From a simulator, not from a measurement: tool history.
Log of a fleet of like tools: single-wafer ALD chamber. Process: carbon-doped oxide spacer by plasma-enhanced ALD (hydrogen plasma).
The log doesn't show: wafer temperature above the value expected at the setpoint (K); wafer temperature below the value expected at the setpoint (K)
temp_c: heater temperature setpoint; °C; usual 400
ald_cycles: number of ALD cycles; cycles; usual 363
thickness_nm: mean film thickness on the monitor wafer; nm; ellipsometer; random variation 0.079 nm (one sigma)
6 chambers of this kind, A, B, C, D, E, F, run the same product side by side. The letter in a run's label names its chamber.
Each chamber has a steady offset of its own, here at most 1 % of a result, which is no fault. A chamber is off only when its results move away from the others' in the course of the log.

run,hour,temp_c,ald_cycles,hours since the last thermocouple change,"read-back reference wafer on the same gauge, thickness_nm",thickness_nm
1C,5.8,400,363,1295.6,16.903,18.059
2B,13.2,400,363,98.0,16.891,18.180
3A,21.1,400,363,984.2,16.902,18.232
4E,28.0,400,363,42.9,16.890,18.065
5F,33.7,400,363,640.4,16.900,17.928
6D,38.4,400,363,603.1,16.893,18.142
7A,45.9,400,363,1009.0,16.899,18.305
8B,51.0,400,363,135.8,16.904,18.106
9E,55.5,400,363,70.4,16.900,18.205
10F,61.0,400,363,667.7,16.905,18.074
11D,70.1,393,292,634.8,16.897,14.568
12C,74.3,393,292,1364.1,16.897,14.618
13E,81.5,393,292,96.4,16.889,14.693
14C,85.8,393,292,1375.6,16.906,14.644
15F,92.5,393,292,699.2,16.880,14.524
# hour 95.5: chamber A: thermocouple changed; heater temperature recalibrated
16B,99.0,393,292,183.8,16.905,14.550
17D,106.0,400,363,670.7,16.924,18.137
18A,114.3,392,319,18.8,16.901,16.015
19F,120.1,392,319,726.8,16.895,15.766
20A,124.1,392,319,28.6,16.901,15.900
21D,131.5,392,319,696.2,16.889,15.796
22C,135.5,392,319,1425.3,16.883,16.013
23B,142.0,392,319,226.8,16.892,15.974
24E,147.0,400,363,161.9,16.907,18.232
25C,151.5,410,387,1441.3,16.904,18.826
26E,159.7,410,387,174.6,16.906,18.767
27B,168.5,410,387,253.3,16.924,18.810
28D,176.0,410,387,740.7,16.892,18.713
29A,182.2,410,387,86.7,16.914,18.812
30F,189.0,410,387,795.7,16.894,18.594
31D,193.2,400,363,757.9,16.896,17.975
32E,198.7,400,363,213.6,16.897,18.235
33C,206.3,400,363,1496.1,16.893,18.091
34B,212.1,400,363,296.9,16.900,18.137
35A,216.9,400,363,121.4,16.893,18.373
36F,221.7,400,363,828.4,16.918,17.891
37E,227.7,400,363,242.6,16.915,18.251
38B,232.9,411,430,317.7,16.906,20.765
39D,237.9,411,430,802.6,16.905,20.601

What goes on in this fleet: one chamber off, a drifting gauge, or nothing beyond the chambers' own small offsets? Name the chamber and the cause, if any.

No chamber stands off beyond its own small offset, and the gauge holds steady.
